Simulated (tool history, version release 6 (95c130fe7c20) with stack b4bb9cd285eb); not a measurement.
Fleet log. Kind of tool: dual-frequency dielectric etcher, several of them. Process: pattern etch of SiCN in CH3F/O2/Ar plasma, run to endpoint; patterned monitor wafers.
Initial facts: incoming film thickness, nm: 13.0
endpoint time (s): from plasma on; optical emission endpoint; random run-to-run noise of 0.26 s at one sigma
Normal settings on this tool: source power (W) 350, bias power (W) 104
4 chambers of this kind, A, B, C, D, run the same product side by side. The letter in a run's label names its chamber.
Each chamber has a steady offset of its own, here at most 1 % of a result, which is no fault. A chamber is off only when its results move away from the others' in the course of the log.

{"run": "1C", "day": 0.338, "source power (W)": 350, "bias power (W)": 104, "endpoint time (s)": 32.144}
{"run": "2A", "day": 0.721, "source power (W)": 350, "bias power (W)": 104, "endpoint time (s)": 31.958}
{"run": "3B", "day": 0.975, "source power (W)": 350, "bias power (W)": 104, "endpoint time (s)": 32.258}
{"run": "4D", "day": 1.246, "source power (W)": 350, "bias power (W)": 104, "endpoint time (s)": 32.126}
{"run": "5A", "day": 1.721, "source power (W)": 350, "bias power (W)": 104, "endpoint time (s)": 32.34}
{"run": "6B", "day": 2.192, "source power (W)": 400, "bias power (W)": 79, "endpoint time (s)": 33.633}
{"run": "7C", "day": 2.712, "source power (W)": 400, "bias power (W)": 79, "endpoint time (s)": 33.614}
{"run": "8D", "day": 3.025, "source power (W)": 400, "bias power (W)": 79, "endpoint time (s)": 34.339}
{"run": "9B", "day": 3.421, "source power (W)": 400, "bias power (W)": 79, "endpoint time (s)": 34.219}
{"day": 3.7, "done": "chamber C: source power generator calibrated"}
{"run": "10A", "day": 3.796, "source power (W)": 350, "bias power (W)": 104, "endpoint time (s)": 32.117}
{"run": "11C", "day": 4.229, "source power (W)": 350, "bias power (W)": 104, "endpoint time (s)": 32.296}
{"run": "12D", "day": 4.517, "source power (W)": 350, "bias power (W)": 104, "endpoint time (s)": 31.964}
{"run": "13C", "day": 4.758, "source power (W)": 350, "bias power (W)": 122, "endpoint time (s)": 30.353}
{"run": "14A", "day": 5.2, "source power (W)": 350, "bias power (W)": 122, "endpoint time (s)": 29.824}
{"run": "15B", "day": 5.717, "source power (W)": 350, "bias power (W)": 122, "endpoint time (s)": 30.032}
{"run": "16D", "day": 6.242, "source power (W)": 350, "bias power (W)": 122, "endpoint time (s)": 29.699}
{"run": "17D", "day": 6.612, "source power (W)": 350, "bias power (W)": 104, "endpoint time (s)": 31.87}
{"run": "18B", "day": 7.138, "source power (W)": 410, "bias power (W)": 116, "endpoint time (s)": 29.297}
{"run": "19C", "day": 7.5, "source power (W)": 410, "bias power (W)": 116, "endpoint time (s)": 28.91}
{"day": 7.85, "done": "chamber C: wet clean of the chamber"}
{"run": "20A", "day": 7.883, "source power (W)": 410, "bias power (W)": 116, "endpoint time (s)": 29.118}
{"run": "21A", "day": 8.404, "source power (W)": 410, "bias power (W)": 116, "endpoint time (s)": 29.278}
{"run": "22C", "day": 8.721, "source power (W)": 350, "bias power (W)": 104, "endpoint time (s)": 33.574}
{"run": "23B", "day": 8.975, "source power (W)": 350, "bias power (W)": 104, "endpoint time (s)": 31.908}
{"run": "24D", "day": 9.317, "source power (W)": 350, "bias power (W)": 104, "endpoint time (s)": 32.228}
{"run": "25B", "day": 9.771, "source power (W)": 430, "bias power (W)": 92, "endpoint time (s)": 30.878}
{"run": "26A", "day": 10.054, "source power (W)": 430, "bias power (W)": 92, "endpoint time (s)": 31.363}
{"day": 10.112, "done": "chamber D: wet clean of the chamber"}
{"run": "27C", "day": 10.329, "source power (W)": 430, "bias power (W)": 92, "endpoint time (s)": 32.869}
{"run": "28D", "day": 10.646, "source power (W)": 430, "bias power (W)": 92, "endpoint time (s)": 31.067}
{"run": "29C", "day": 11.154, "source power (W)": 350, "bias power (W)": 95, "endpoint time (s)": 34.99}
{"run": "30A", "day": 11.442, "source power (W)": 350, "bias power (W)": 95, "endpoint time (s)": 33.103}
{"run": "31D", "day": 11.858, "source power (W)": 350, "bias power (W)": 95, "endpoint time (s)": 33.405}
{"run": "32B", "day": 12.35, "source power (W)": 350, "bias power (W)": 95, "endpoint time (s)": 33.114}
{"run": "33B", "day": 12.812, "source power (W)": 350, "bias power (W)": 104, "endpoint time (s)": 31.656}
{"run": "34D", "day": 13.233, "source power (W)": 350, "bias power (W)": 104, "endpoint time (s)": 32.05}
{"run": "35A", "day": 13.562, "source power (W)": 350, "bias power (W)": 91, "endpoint time (s)": 33.815}
{"run": "36C", "day": 13.888, "source power (W)": 350, "bias power (W)": 91, "endpoint time (s)": 35.049}
{"day": 13.979, "done": "chamber B: wet clean of the chamber"}
{"run": "37B", "day": 14.279, "source power (W)": 350, "bias power (W)": 91, "endpoint time (s)": 33.863}
{"run": "38A", "day": 14.696, "source power (W)": 350, "bias power (W)": 91, "endpoint time (s)": 33.739}
{"run": "39D", "day": 15.175, "source power (W)": 350, "bias power (W)": 104, "endpoint time (s)": 31.895}
{"run": "40C", "day": 15.642, "source power (W)": 350, "bias power (W)": 104, "endpoint time (s)": 33.495}
{"run": "41B", "day": 15.933, "source power (W)": 350, "bias power (W)": 104, "endpoint time (s)": 31.574}
{"run": "42A", "day": 16.179, "source power (W)": 350, "bias power (W)": 104, "endpoint time (s)": 31.691}

Which is it: a chamber that has drifted or been left off by a service, a gauge drift common to all chambers, or only each chamber's usual small offset? If a chamber is off, name it and its likeliest cause.

Chamber C has stood off from the others ever since a service on it.
Likeliest cause: etch rate under this chamber's usual, % = 4.93.

Chamber C could run next with any of the 4 candidate recipes listed below; each alters the usual settings, and their results appear as question marks. Which one brings its results back in line with what the other chambers deliver on the usual settings?
To be in line, a result may differ from the other chambers' mean on the usual settings by at most: endpoint time (s) 0.930
{"run": "43C-1", "day": 16.554, "source power (W)": 400, "bias power (W)": 119, "endpoint time (s)": "?"}
{"run": "43C-2", "day": 16.554, "source power (W)": 300, "bias power (W)": 89, "endpoint time (s)": "?"}
{"run": "43C-3", "day": 16.554, "source power (W)": 320, "bias power (W)": 97, "endpoint time (s)": "?"}
{"run": "43C-4", "day": 16.554, "source power (W)": 380, "bias power (W)": 111, "endpoint time (s)": "?"}

Average result of the remaining chambers running the usual settings: endpoint time (s) 32.027
run=43C-1 endpoint_time_(s)=30.465
run=43C-2 endpoint_time_(s)=37.806
run=43C-3 endpoint_time_(s)=35.743
run=43C-4 endpoint_time_(s)=31.882
With 43C-4, the chamber falls back in line with the rest.
